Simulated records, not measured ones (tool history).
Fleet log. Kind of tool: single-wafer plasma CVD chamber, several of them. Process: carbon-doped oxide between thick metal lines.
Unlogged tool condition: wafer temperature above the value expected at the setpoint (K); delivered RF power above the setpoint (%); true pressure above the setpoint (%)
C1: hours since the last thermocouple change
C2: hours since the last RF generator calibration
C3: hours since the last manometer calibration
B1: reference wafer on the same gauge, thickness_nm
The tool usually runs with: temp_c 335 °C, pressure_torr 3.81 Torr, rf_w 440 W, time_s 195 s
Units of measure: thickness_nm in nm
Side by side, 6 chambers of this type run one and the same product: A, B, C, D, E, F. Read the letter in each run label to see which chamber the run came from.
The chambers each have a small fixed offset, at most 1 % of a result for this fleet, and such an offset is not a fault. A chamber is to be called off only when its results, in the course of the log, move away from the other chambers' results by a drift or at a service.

run 1E hour=4.8 | temp_c=335 pressure_torr=3.81 rf_w=440 time_s=195 | C1=517.7 C2=1738.2 C3=1147.7 | B1=859.11 | thickness_nm=904.8
run 2D hour=8.2 | temp_c=335 pressure_torr=3.81 rf_w=440 time_s=195 | C1=356.7 C2=1799.4 C3=1105.6 | B1=858.84 | thickness_nm=904.06
-- hour=14.3 chamber F: RF generator calibrated
run 3C hour=14.5 | temp_c=335 pressure_torr=3.81 rf_w=440 time_s=195 | C1=793.9 C2=204.7 C3=382.6 | B1=858.56 | thickness_nm=911.57
run 4B hour=18.5 | temp_c=335 pressure_torr=3.81 rf_w=440 time_s=195 | C1=2170.1 C2=1491.9 C3=328.7 | B1=858.46 | thickness_nm=903.26
run 5A hour=23.6 | temp_c=335 pressure_torr=3.81 rf_w=440 time_s=195 | C1=1008.4 C2=363.2 C3=369.2 | B1=858.19 | thickness_nm=908.81
run 6F hour=27.5 | temp_c=335 pressure_torr=3.81 rf_w=440 time_s=195 | C1=1453 C2=13.3 C3=151.1 | B1=858.47 | thickness_nm=908.25
run 7D hour=32.4 | temp_c=335 pressure_torr=3.81 rf_w=440 time_s=195 | C1=380.9 C2=1823.6 C3=1129.8 | B1=858.02 | thickness_nm=904.97
run 8E hour=37.1 | temp_c=335 pressure_torr=3.81 rf_w=440 time_s=195 | C1=550 C2=1770.5 C3=1180 | B1=857.74 | thickness_nm=904.83
run 9F hour=43.8 | temp_c=335 pressure_torr=3.81 rf_w=440 time_s=195 | C1=1469.3 C2=29.6 C3=167.4 | B1=857.54 | thickness_nm=907.38
-- hour=43.9 chamber E: capacitance manometer re-zeroed and calibrated
run 10A hour=47.7 | temp_c=335 pressure_torr=3.81 rf_w=440 time_s=195 | C1=1032.5 C2=387.3 C3=393.3 | B1=857.72 | thickness_nm=907.74
run 11C hour=52 | temp_c=335 pressure_torr=3.81 rf_w=440 time_s=195 | C1=831.4 C2=242.2 C3=420.1 | B1=857.72 | thickness_nm=908.64
run 12B hour=56.3 | temp_c=335 pressure_torr=3.81 rf_w=485 time_s=195 | C1=2207.9 C2=1529.7 C3=366.5 | B1=857.65 | thickness_nm=965.54
run 13D hour=60.5 | temp_c=335 pressure_torr=3.81 rf_w=485 time_s=195 | C1=409 C2=1851.7 C3=1157.9 | B1=857.56 | thickness_nm=961.94
run 14B hour=67.2 | temp_c=335 pressure_torr=3.81 rf_w=485 time_s=195 | C1=2218.8 C2=1540.6 C3=377.4 | B1=857.16 | thickness_nm=961.65
run 15A hour=71 | temp_c=335 pressure_torr=3.81 rf_w=485 time_s=195 | C1=1055.8 C2=410.6 C3=416.6 | B1=857.33 | thickness_nm=969
run 16E hour=78 | temp_c=335 pressure_torr=3.81 rf_w=485 time_s=195 | C1=590.9 C2=1811.4 C3=34.1 | B1=857.04 | thickness_nm=960.89
run 17F hour=83.3 | temp_c=335 pressure_torr=3.81 rf_w=485 time_s=195 | C1=1508.8 C2=69.1 C3=206.9 | B1=856.88 | thickness_nm=967.25
run 18C hour=87.2 | temp_c=335 pressure_torr=3.81 rf_w=440 time_s=195 | C1=866.6 C2=277.4 C3=455.3 | B1=856.9 | thickness_nm=905.04
run 19B hour=94.4 | temp_c=335 pressure_torr=3.81 rf_w=440 time_s=195 | C1=2246 C2=1567.8 C3=404.6 | B1=856.38 | thickness_nm=901.2
run 20A hour=98.7 | temp_c=335 pressure_torr=3.81 rf_w=440 time_s=209 | C1=1083.5 C2=438.3 C3=444.3 | B1=856.25 | thickness_nm=972.53
run 21E hour=106.2 | temp_c=335 pressure_torr=3.81 rf_w=440 time_s=209 | C1=619.1 C2=1839.6 C3=62.3 | B1=856.19 | thickness_nm=964.2
run 22C hour=113.5 | temp_c=335 pressure_torr=3.81 rf_w=440 time_s=209 | C1=892.9 C2=303.7 C3=481.6 | B1=856.06 | thickness_nm=973.09
run 23D hour=118.3 | temp_c=335 pressure_torr=3.81 rf_w=440 time_s=209 | C1=466.8 C2=1909.5 C3=1215.7 | B1=855.74 | thickness_nm=964.14
run 24F hour=124.9 | temp_c=335 pressure_torr=3.81 rf_w=440 time_s=209 | C1=1550.4 C2=110.7 C3=248.5 | B1=855.5 | thickness_nm=969.02
-- hour=127.8 chamber D: RF generator calibrated
run 25E hour=130.1 | temp_c=335 pressure_torr=3.81 rf_w=440 time_s=209 | C1=643 C2=1863.5 C3=86.2 | B1=855.54 | thickness_nm=966.47
run 26C hour=133.9 | temp_c=335 pressure_torr=3.81 rf_w=440 time_s=195 | C1=913.3 C2=324.1 C3=502 | B1=855.32 | thickness_nm=905.67
run 27B hour=140.2 | temp_c=335 pressure_torr=3.81 rf_w=440 time_s=213 | C1=2291.8 C2=1613.6 C3=450.4 | B1=855.16 | thickness_nm=982.76
run 28D hour=147.9 | temp_c=335 pressure_torr=3.81 rf_w=440 time_s=213 | C1=496.4 C2=20.2 C3=1245.3 | B1=854.85 | thickness_nm=983.46
run 29F hour=152 | temp_c=335 pressure_torr=3.81 rf_w=440 time_s=213 | C1=1577.5 C2=137.8 C3=275.6 | B1=854.87 | thickness_nm=985.99
-- hour=153.5 chamber B: RF generator calibrated
run 30A hour=156.6 | temp_c=335 pressure_torr=3.81 rf_w=440 time_s=213 | C1=1141.4 C2=496.2 C3=502.2 | B1=854.62 | thickness_nm=990.38
run 31C hour=161 | temp_c=335 pressure_torr=3.81 rf_w=440 time_s=213 | C1=940.4 C2=351.2 C3=529.1 | B1=854.62 | thickness_nm=987.93
run 32F hour=167.8 | temp_c=335 pressure_torr=3.81 rf_w=440 time_s=213 | C1=1593.3 C2=153.6 C3=291.4 | B1=854.46 | thickness_nm=984.89
run 33D hour=172.9 | temp_c=335 pressure_torr=3.81 rf_w=440 time_s=195 | C1=521.4 C2=45.2 C3=1270.3 | B1=853.97 | thickness_nm=898.13
run 34B hour=179 | temp_c=335 pressure_torr=3.81 rf_w=440 time_s=195 | C1=2330.6 C2=25.6 C3=489.2 | B1=854.02 | thickness_nm=900.72
run 35E hour=182.4 | temp_c=330 pressure_torr=3.81 rf_w=440 time_s=225 | C1=695.3 C2=1915.8 C3=138.5 | B1=854.23 | thickness_nm=1053.8
run 36A hour=189.9 | temp_c=330 pressure_torr=3.81 rf_w=440 time_s=225 | C1=1174.7 C2=529.5 C3=535.5 | B1=854.04 | thickness_nm=1060.2
run 37B hour=193.4 | temp_c=330 pressure_torr=3.81 rf_w=440 time_s=225 | C1=2345 C2=40 C3=503.6 | B1=853.51 | thickness_nm=1053.1
run 38A hour=199.4 | temp_c=330 pressure_torr=3.81 rf_w=440 time_s=225 | C1=1184.2 C2=539 C3=545 | B1=853.5 | thickness_nm=1057.1

Predict what each chamber gives when all 6 of them run the settings below next.
run 39A hour=204.9 | temp_c=335 pressure_torr=3.81 rf_w=440 time_s=195 | thickness_nm=?
run 39B hour=204.9 | temp_c=335 pressure_torr=3.81 rf_w=440 time_s=195 | thickness_nm=?
run 39C hour=204.9 | temp_c=335 pressure_torr=3.81 rf_w=440 time_s=195 | thickness_nm=?
run 39D hour=204.9 | temp_c=335 pressure_torr=3.81 rf_w=440 time_s=195 | thickness_nm=?
run 39E hour=204.9 | temp_c=335 pressure_torr=3.81 rf_w=440 time_s=195 | thickness_nm=?
run 39F hour=204.9 | temp_c=335 pressure_torr=3.81 rf_w=440 time_s=195 | thickness_nm=?

run=39A thickness_nm=904.59
run=39B thickness_nm=897.25
run=39C thickness_nm=903.05
run=39D thickness_nm=898.5
run=39E thickness_nm=898.92
run=39F thickness_nm=902.55
